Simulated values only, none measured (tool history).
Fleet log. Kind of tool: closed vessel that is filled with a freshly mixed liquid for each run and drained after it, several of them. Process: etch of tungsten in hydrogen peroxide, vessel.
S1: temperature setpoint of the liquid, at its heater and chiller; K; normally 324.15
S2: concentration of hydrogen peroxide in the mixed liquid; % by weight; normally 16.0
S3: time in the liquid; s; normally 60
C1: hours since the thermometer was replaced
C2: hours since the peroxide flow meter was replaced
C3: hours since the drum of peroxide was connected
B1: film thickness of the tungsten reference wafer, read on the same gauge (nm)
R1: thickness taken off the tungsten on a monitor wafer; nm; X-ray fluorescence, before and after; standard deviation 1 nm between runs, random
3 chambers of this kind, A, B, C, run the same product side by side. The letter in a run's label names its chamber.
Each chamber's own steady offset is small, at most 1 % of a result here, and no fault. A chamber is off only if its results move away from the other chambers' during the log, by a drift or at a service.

run	hour	S1	S2	S3	C1	C2	C3	B1	R1
1C	3.8	324.15	16.0	60	514.9	291.4	660.0	149.97	139.420
2B	7.8	324.15	16.0	60	1313.0	1132.1	825.9	150.01	138.790
3A	10.8	324.15	16.0	60	608.1	1736.5	379.6	150.01	141.100
4B	13.4	324.15	16.0	60	1318.6	1137.7	831.5	150.00	139.760
5A	17.6	324.15	16.0	60	614.9	1743.3	386.4	149.98	140.580
6C	20.2	324.15	16.0	60	531.3	307.8	676.4	149.99	138.570
# hour 21.6: chamber C: new drum of peroxide connected
7B	22.6	324.15	16.0	60	1327.8	1146.9	840.7	149.99	139.930
8A	25.0	324.15	16.0	60	622.3	1750.7	393.8	150.01	139.650
9C	27.4	324.15	16.0	60	538.5	315.0	5.8	149.99	138.160
10C	30.8	324.15	12.5	60	541.9	318.4	9.2	150.02	121.900
11B	33.8	324.15	12.5	60	1339.0	1158.1	851.9	150.00	124.700
12A	36.7	324.15	12.5	60	634.0	1762.4	405.5	150.01	125.830
13A	41.0	324.15	20.5	60	638.3	1766.7	409.8	150.00	157.410
14B	43.8	324.15	20.5	60	1349.0	1168.1	861.9	149.98	157.600
15C	47.8	324.15	20.5	60	558.9	335.4	26.2	149.99	156.910
16C	51.8	324.15	16.0	60	562.9	339.4	30.2	149.99	137.550
17A	56.0	324.15	16.0	60	653.3	1781.7	424.8	150.02	135.430
18B	58.7	324.15	16.0	30	1363.9	1183.0	876.8	150.00	69.116
19A	62.6	324.15	16.0	30	659.9	1788.3	431.4	149.98	68.167
20B	66.8	324.15	16.0	30	1372.0	1191.1	884.9	149.99	69.382
21C	69.4	324.15	16.0	60	580.5	357.0	47.8	149.99	138.880
22C	73.1	324.15	16.0	60	584.2	360.7	51.5	149.98	140.540
23A	75.4	324.15	16.0	60	672.7	1801.1	444.2	150.00	134.520
24B	78.5	324.15	16.0	60	1383.7	1202.8	896.6	150.01	139.290
25C	81.5	324.15	16.0	60	592.6	369.1	59.9	150.01	139.350
26B	85.0	324.15	16.0	60	1390.2	1209.3	903.1	150.01	142.010
27A	87.2	324.15	16.0	60	684.5	1812.9	456.0	150.00	131.150
28B	89.9	324.15	16.0	60	1395.1	1214.2	908.0	149.98	141.360
29A	94.2	324.15	16.0	60	691.5	1819.9	463.0	149.98	128.150
30C	96.7	324.15	16.0	60	607.8	384.3	75.1	150.00	137.940
31B	100.0	324.15	19.0	45	1405.2	1224.3	918.1	149.99	114.180
32C	103.7	324.15	19.0	45	614.8	391.3	82.1	150.01	112.710

Is one chamber off against the others, does the gauge drift, or is nothing wrong? If a chamber is off, say which, and what the likeliest cause is.

It is chamber A that slowly wanders off from its peers.
Cause: liquid colder than its thermometer reads (K) = 1.69.

Here are 4 candidates for chamber A's next run, each the usual settings with a change, their results left as question marks. Which one brings its results back in line with what the others give on the usual settings?
To be in line, a result may differ from the other chambers' mean on the usual settings by at most: R1 3.700 nm
33A-1	106.9	324.15	16.0	55					?
33A-2	106.9	324.15	15.0	60					?
33A-3	106.9	324.65	16.0	60					?
33A-4	106.9	325.65	16.0	60					?

Other chambers, usual settings, mean: R1 139.370 nm
run	R1
33A-1	116.720
33A-2	123.310
33A-3	131.210
33A-4	139.470
With 33A-4, the chamber falls back in line with the rest.
